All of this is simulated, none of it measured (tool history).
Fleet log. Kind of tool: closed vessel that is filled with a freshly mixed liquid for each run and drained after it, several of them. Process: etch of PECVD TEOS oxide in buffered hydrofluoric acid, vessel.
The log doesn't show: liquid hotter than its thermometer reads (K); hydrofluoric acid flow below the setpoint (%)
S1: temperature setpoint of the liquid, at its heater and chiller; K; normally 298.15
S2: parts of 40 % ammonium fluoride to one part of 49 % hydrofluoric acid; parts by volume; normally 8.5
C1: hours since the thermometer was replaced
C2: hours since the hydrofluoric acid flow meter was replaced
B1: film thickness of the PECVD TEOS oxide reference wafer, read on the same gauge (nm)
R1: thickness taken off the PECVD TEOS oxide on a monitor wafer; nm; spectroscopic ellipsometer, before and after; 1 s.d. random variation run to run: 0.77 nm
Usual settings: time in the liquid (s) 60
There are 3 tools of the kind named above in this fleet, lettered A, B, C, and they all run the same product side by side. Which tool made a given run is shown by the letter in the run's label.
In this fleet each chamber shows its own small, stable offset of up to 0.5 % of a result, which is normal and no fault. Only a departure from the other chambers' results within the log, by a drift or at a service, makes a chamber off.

Run 1A, hour 5: usual settings; C1 492; C2 397.9; B1 150.01. Result: R1 122.71 nm.
Run 2C, hour 12: usual settings; C1 240; C2 1493.7; B1 150.01. Result: R1 123.85 nm.
Run 3B, hour 18.2: usual settings; C1 401.5; C2 260.5; B1 150.01. Result: R1 122.72 nm.
Run 4A, hour 23.6: usual settings; C1 510.6; C2 416.5; B1 149.99. Result: R1 124.18 nm.
Run 5B, hour 28.4: usual settings but S1 296.15 K, S2 7.5 parts by volume; C1 411.7; C2 270.7; B1 149.97. Result: R1 126.61 nm.
Run 6C, hour 32.8: usual settings but S1 296.15 K, S2 7.5 parts by volume; C1 260.8; C2 1514.5; B1 150.02. Result: R1 126.04 nm.
Run 7B, hour 39.9: usual settings but S1 296.15 K, S2 7.5 parts by volume; C1 423.2; C2 282.2; B1 150.01. Result: R1 125.88 nm.
Run 8C, hour 47.6: usual settings; C1 275.6; C2 1529.3; B1 150. Result: R1 124.09 nm.
Run 9A, hour 54.4: usual settings; C1 541.4; C2 447.3; B1 149.99. Result: R1 123.06 nm.
Run 10C, hour 62.5: usual settings; C1 290.5; C2 1544.2; B1 150.01. Result: R1 122.26 nm.
Run 11B, hour 66.2: usual settings but S1 302.15 K, S2 6 parts by volume; C1 449.5; C2 308.5; B1 150. Result: R1 209.69 nm.
Run 12A, hour 72.4: usual settings but S1 302.15 K, S2 6 parts by volume; C1 559.4; C2 465.3; B1 149.99. Result: R1 216.93 nm.
Run 13B, hour 79.5: usual settings but S1 302.15 K, S2 6 parts by volume; C1 462.8; C2 321.8; B1 150.01. Result: R1 211.73 nm.
Run 14A, hour 85.7: usual settings; C1 572.7; C2 478.6; B1 149.99. Result: R1 124.55 nm.
Run 15C, hour 93.9: usual settings; C1 321.9; C2 1575.6; B1 149.98. Result: R1 125.19 nm.
Run 16B, hour 100: usual settings; C1 483.3; C2 342.3; B1 149.99. Result: R1 122.01 nm.
Run 17C, hour 105.3: usual settings but S2 12 parts by volume, time in the liquid (s) 30; C1 333.3; C2 1587; B1 150. Result: R1 45.895 nm.
Run 18A, hour 110.1: usual settings but S2 12 parts by volume, time in the liquid (s) 30; C1 597.1; C2 503; B1 150. Result: R1 45.554 nm.
Run 19B, hour 115.6: usual settings but S2 12 parts by volume, time in the liquid (s) 30; C1 498.9; C2 357.9; B1 149.97. Result: R1 45.486 nm.
Run 20C, hour 121.8: usual settings; C1 349.8; C2 1603.5; B1 149.98. Result: R1 124.52 nm.
Run 21A, hour 128.7: usual settings; C1 615.7; C2 521.6; B1 149.99. Result: R1 124.45 nm.
At hour 130.5: chamber C: hydrofluoric acid flow meter replaced.
Run 22C, hour 133.4: usual settings; C1 361.4; C2 3; B1 150. Result: R1 123 nm.
Run 23A, hour 139.7: usual settings; C1 626.7; C2 532.6; B1 149.98. Result: R1 122.52 nm.
Run 24B, hour 145.9: usual settings; C1 529.2; C2 388.2; B1 149.99. Result: R1 124.37 nm.
Run 25A, hour 153.1: usual settings; C1 640.1; C2 546; B1 149.98. Result: R1 122.71 nm.
Run 26B, hour 158.6: usual settings; C1 541.9; C2 400.9; B1 149.99. Result: R1 123.25 nm.
Run 27C, hour 163.7: usual settings but S2 12 parts by volume, time in the liquid (s) 30; C1 391.7; C2 33.3; B1 150. Result: R1 45.922 nm.
Run 28C, hour 170.6: usual settings but S2 12 parts by volume, time in the liquid (s) 30; C1 398.6; C2 40.2; B1 149.99. Result: R1 45.552 nm.
Run 29B, hour 175.8: usual settings but S2 12 parts by volume, time in the liquid (s) 30; C1 559.1; C2 418.1; B1 149.98. Result: R1 46.041 nm.
Run 30A, hour 181.1: usual settings but time in the liquid (s) 90; C1 668.1; C2 574; B1 150. Result: R1 183.89 nm.
Run 31C, hour 186.1: usual settings but time in the liquid (s) 90; C1 414.1; C2 55.7; B1 150. Result: R1 186.54 nm.
Run 32B, hour 191.7: usual settings but time in the liquid (s) 90; C1 575; C2 434; B1 150.01. Result: R1 183.42 nm.
Run 33A, hour 197: usual settings; C1 684; C2 589.9; B1 149.99. Result: R1 123.46 nm.
At hour 198.2: chamber A: hydrofluoric acid flow meter replaced.
Run 34A, hour 201.6: usual settings; C1 688.6; C2 3.5; B1 149.97. Result: R1 124.7 nm.

Each of the 3 chambers runs these same settings next. Fill in every chamber's results:
Run 35A, hour 207.4: usual settings but S2 6.5 parts by volume. Result: R1 ?.
Run 35B, hour 207.4: usual settings but S2 6.5 parts by volume. Result: R1 ?.
Run 35C, hour 207.4: usual settings but S2 6.5 parts by volume. Result: R1 ?.

run      R1
35A  162.78
35B  162.09
35C  164.61
